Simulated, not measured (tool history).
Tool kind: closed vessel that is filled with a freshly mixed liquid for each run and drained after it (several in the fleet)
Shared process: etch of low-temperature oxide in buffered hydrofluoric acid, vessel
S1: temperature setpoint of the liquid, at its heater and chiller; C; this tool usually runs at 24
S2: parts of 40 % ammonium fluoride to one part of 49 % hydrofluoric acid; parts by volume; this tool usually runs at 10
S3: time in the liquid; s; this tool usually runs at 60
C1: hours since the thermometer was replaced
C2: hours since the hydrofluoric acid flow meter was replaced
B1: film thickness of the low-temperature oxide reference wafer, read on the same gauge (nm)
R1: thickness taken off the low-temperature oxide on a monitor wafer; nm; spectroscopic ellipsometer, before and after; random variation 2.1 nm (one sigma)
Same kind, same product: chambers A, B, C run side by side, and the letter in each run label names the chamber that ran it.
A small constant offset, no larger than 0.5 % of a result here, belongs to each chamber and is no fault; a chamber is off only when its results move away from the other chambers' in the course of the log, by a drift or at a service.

Run 1C, hour 5.9: usual settings; C1 545.6; C2 406.1; B1 39.933. Result: R1 257.11 nm.
Run 2B, hour 15.1: usual settings; C1 955; C2 1699.7; B1 39.976. Result: R1 253.65 nm.
Run 3A, hour 24.1: usual settings; C1 1185.8; C2 720.2; B1 40.042. Result: R1 250.18 nm.
Run 4C, hour 30: usual settings; C1 569.7; C2 430.2; B1 39.963. Result: R1 252.22 nm.
Run 5A, hour 34.6: usual settings; C1 1196.3; C2 730.7; B1 39.966. Result: R1 253.08 nm.
Run 6B, hour 40.5: usual settings; C1 980.4; C2 1725.1; B1 40.049. Result: R1 255.99 nm.
Run 7C, hour 50.6: usual settings; C1 590.3; C2 450.8; B1 39.977. Result: R1 258.34 nm.
Run 8A, hour 55.6: usual settings but S3 35 s; C1 1217.3; C2 751.7; B1 39.968. Result: R1 148.93 nm.
Run 9B, hour 63: usual settings but S3 35 s; C1 1002.9; C2 1747.6; B1 39.956. Result: R1 147.28 nm.
At hour 66.3: chamber B: hydrofluoric acid flow meter replaced.
Run 10C, hour 69: usual settings but S3 35 s; C1 608.7; C2 469.2; B1 40.022. Result: R1 148.37 nm.
Run 11A, hour 76.4: usual settings; C1 1238.1; C2 772.5; B1 40.035. Result: R1 261.29 nm.
Run 12B, hour 82.8: usual settings but S1 20.5 C, S2 8.5 parts by volume; C1 1022.7; C2 16.6; B1 40.005. Result: R1 241.04 nm.
Run 13C, hour 92.3: usual settings but S1 20.5 C, S2 8.5 parts by volume; C1 632; C2 492.5; B1 39.999. Result: R1 239.4 nm.
Run 14A, hour 98.6: usual settings but S1 20.5 C, S2 8.5 parts by volume; C1 1260.3; C2 794.7; B1 39.934. Result: R1 246.65 nm.
Run 15B, hour 103.6: usual settings; C1 1043.5; C2 37.4; B1 40.033. Result: R1 257.59 nm.
Run 16A, hour 112.8: usual settings; C1 1274.5; C2 808.9; B1 39.975. Result: R1 265.06 nm.
Run 17C, hour 122.9: usual settings; C1 662.6; C2 523.1; B1 40.009. Result: R1 256.64 nm.
Run 18B, hour 128: usual settings; C1 1067.9; C2 61.8; B1 40.002. Result: R1 255.67 nm.
Run 19C, hour 135.7: usual settings; C1 675.4; C2 535.9; B1 40. Result: R1 255.25 nm.
Run 20A, hour 141.2: usual settings but S2 13 parts by volume, S3 90 s; C1 1302.9; C2 837.3; B1 40.016. Result: R1 307.34 nm.
Run 21B, hour 148.8: usual settings but S2 13 parts by volume, S3 90 s; C1 1088.7; C2 82.6; B1 39.977. Result: R1 299.85 nm.
Run 22B, hour 156.2: usual settings but S2 13 parts by volume, S3 90 s; C1 1096.1; C2 90; B1 40.007. Result: R1 296.58 nm.
Run 23C, hour 165.2: usual settings; C1 704.9; C2 565.4; B1 39.979. Result: R1 250.4 nm.
Run 24A, hour 175.7: usual settings; C1 1337.4; C2 871.8; B1 39.968. Result: R1 273.34 nm.
Run 25A, hour 184.1: usual settings; C1 1345.8; C2 880.2; B1 39.994. Result: R1 272.7 nm.
Run 26B, hour 190.6: usual settings but S2 12.5 parts by volume, S3 95 s; C1 1130.5; C2 124.4; B1 40.022. Result: R1 326.15 nm.
Run 27C, hour 197.9: usual settings but S2 12.5 parts by volume, S3 95 s; C1 737.6; C2 598.1; B1 39.961. Result: R1 324.98 nm.
Run 28C, hour 208: usual settings but S2 12.5 parts by volume, S3 95 s; C1 747.7; C2 608.2; B1 40.03. Result: R1 326.19 nm.
Run 29B, hour 213.1: usual settings but S1 21 C, S2 8 parts by volume; C1 1153; C2 146.9; B1 40.021. Result: R1 262.06 nm.
Run 30A, hour 220.5: usual settings but S1 21 C, S2 8 parts by volume; C1 1382.2; C2 916.6; B1 40. Result: R1 280.6 nm.
Run 31A, hour 229.8: usual settings but S1 21 C, S2 8 parts by volume; C1 1391.5; C2 925.9; B1 40.014. Result: R1 281.85 nm.
Run 32C, hour 238.2: usual settings; C1 777.9; C2 638.4; B1 39.991. Result: R1 254.37 nm.
Run 33B, hour 248.1: usual settings; C1 1188; C2 181.9; B1 39.993. Result: R1 252.72 nm.
Run 34A, hour 256.3: usual settings; C1 1418; C2 952.4; B1 40.024. Result: R1 275.95 nm.
Run 35B, hour 265.6: usual settings; C1 1205.5; C2 199.4; B1 40.002. Result: R1 250.58 nm.

Is one chamber off against the others, does the gauge drift, or is nothing wrong? If a chamber is off, say which, and what the likeliest cause is.

It is chamber A that slowly wanders off from its peers.
Cause: liquid hotter than its thermometer reads (K) = 1.69.
The log might look much the same if the cause were instead: hydrofluoric acid flow above the setpoint (%).

Here are 4 candidates for chamber A's next run, each the usual settings with a change, their results left as question marks. Which one brings its results back in line with what the others give on the usual settings?
In-line tolerance around the mean of the other chambers on the usual settings: R1 7.3 nm
Run 36A-1, hour 273.2: usual settings but S2 9.5 parts by volume. Result: R1 ?.
Run 36A-2, hour 273.2: usual settings but S3 55 s. Result: R1 ?.
Run 36A-3, hour 273.2: usual settings but S1 23.5 C. Result: R1 ?.
Run 36A-4, hour 273.2: usual settings but S3 65 s. Result: R1 ?.

What the other chambers average on the usual settings: R1 255.16 nm
  run      R1
36A-1  286.97
36A-2  254.61
36A-3   270.5
36A-4   300.9
It is 36A-2 that realigns the chamber with its peers.
